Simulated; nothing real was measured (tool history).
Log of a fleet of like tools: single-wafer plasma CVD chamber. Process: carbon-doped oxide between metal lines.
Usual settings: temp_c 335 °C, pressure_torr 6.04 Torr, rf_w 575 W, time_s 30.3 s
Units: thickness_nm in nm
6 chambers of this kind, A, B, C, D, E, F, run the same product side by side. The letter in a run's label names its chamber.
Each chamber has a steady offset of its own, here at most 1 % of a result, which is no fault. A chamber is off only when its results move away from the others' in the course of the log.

| run | hour | temp_c | pressure_torr | rf_w | time_s | read-back reference wafer on the same gauge, thickness_nm | thickness_nm |
|---|---|---|---|---|---|---|---|
| 1D | 7.7 | 335 | 6.04 | 575 | 30.3 | 166.09 | 179.14 |
| 2A | 16.4 | 335 | 6.04 | 575 | 30.3 | 166.08 | 180.92 |
| 3E | 27.2 | 335 | 6.04 | 575 | 30.3 | 166.09 | 180.41 |
|  | 34.1 | chamber D: thermocouple changed; heater temperature recalibrated |
| 4C | 34.1 | 335 | 6.04 | 575 | 30.3 | 165.9 | 179.34 |
| 5F | 42.1 | 335 | 7.36 | 575 | 33.8 | 165.86 | 204.96 |
| 6B | 49.4 | 335 | 7.36 | 575 | 33.8 | 166.06 | 205.97 |
| 7F | 55.1 | 335 | 7.36 | 575 | 33.8 | 166.02 | 205.46 |
| 8D | 65.1 | 335 | 7.36 | 575 | 33.8 | 165.87 | 202.32 |
| 9C | 74.5 | 335 | 7.36 | 575 | 33.8 | 166.07 | 205.09 |
| 10E | 83.2 | 335 | 7.36 | 575 | 33.8 | 166.12 | 204.94 |
| 11B | 88.6 | 335 | 5.28 | 575 | 27.4 | 166.01 | 161.56 |
| 12A | 96.3 | 335 | 5.28 | 575 | 27.4 | 166.05 | 161.78 |
| 13C | 105.9 | 335 | 5.28 | 575 | 27.4 | 166.06 | 159.96 |
| 14D | 116.7 | 335 | 5.28 | 575 | 27.4 | 166.07 | 160.37 |
|  | 122 | chamber E: thermocouple changed; heater temperature recalibrated |
|  | 125.8 | chamber B: thermocouple changed; heater temperature recalibrated |
| 15B | 126.2 | 335 | 5.28 | 575 | 27.4 | 166.03 | 162.09 |
|  | 133.2 | chamber C: RF generator calibrated |
| 16A | 136.4 | 335 | 5.28 | 575 | 27.4 | 166 | 159.62 |
| 17F | 148.1 | 335 | 6.04 | 575 | 30.3 | 165.94 | 181.85 |
| 18E | 155.4 | 335 | 6.04 | 575 | 30.3 | 166.09 | 180.62 |
| 19A | 164.7 | 348 | 6.71 | 575 | 30.3 | 165.98 | 174.89 |
| 20C | 170.4 | 348 | 6.71 | 575 | 30.3 | 166.07 | 175.99 |
| 21E | 176.8 | 348 | 6.71 | 575 | 30.3 | 166.06 | 175.92 |
| 22B | 182.6 | 348 | 6.71 | 575 | 30.3 | 165.98 | 176.14 |
| 23F | 191.5 | 348 | 6.71 | 575 | 30.3 | 165.99 | 176.45 |
| 24D | 201.5 | 348 | 6.71 | 575 | 30.3 | 165.87 | 173.99 |
|  | 206 | chamber B: RF generator calibrated |
| 25C | 208.9 | 335 | 6.04 | 575 | 30.3 | 166.09 | 180.78 |
| 26A | 215 | 335 | 6.04 | 575 | 30.3 | 165.92 | 179.99 |
| 27D | 220.5 | 335 | 6.04 | 575 | 30.3 | 165.89 | 180.44 |
| 28F | 226.1 | 335 | 6.04 | 575 | 30.3 | 165.95 | 181.79 |
| 29E | 231.4 | 335 | 6.04 | 575 | 30.3 | 166.01 | 180.6 |
| 30B | 243 | 335 | 6.04 | 575 | 30.3 | 166.06 | 182.95 |
| 31A | 251.1 | 335 | 6.04 | 575 | 30.3 | 165.83 | 180.4 |
| 32B | 260.5 | 335 | 6.04 | 575 | 30.3 | 165.96 | 182.68 |
| 33D | 269.7 | 335 | 6.04 | 575 | 30.3 | 166.13 | 178.47 |
|  | 273.8 | chamber F: RF generator calibrated |
| 34F | 278.5 | 335 | 6.04 | 575 | 30.3 | 165.95 | 182.04 |
| 35C | 289.9 | 335 | 6.04 | 575 | 30.3 | 166.01 | 181.31 |
| 36E | 296.5 | 335 | 6.04 | 575 | 30.3 | 165.96 | 180.16 |
| 37A | 302.4 | 335 | 6.04 | 575 | 30.3 | 165.98 | 180.09 |

Is one chamber off against the others, does the gauge drift, or is nothing wrong? If a chamber is off, say which, and what the likeliest cause is.

No chamber stands off beyond its own small offset, and the gauge holds steady.

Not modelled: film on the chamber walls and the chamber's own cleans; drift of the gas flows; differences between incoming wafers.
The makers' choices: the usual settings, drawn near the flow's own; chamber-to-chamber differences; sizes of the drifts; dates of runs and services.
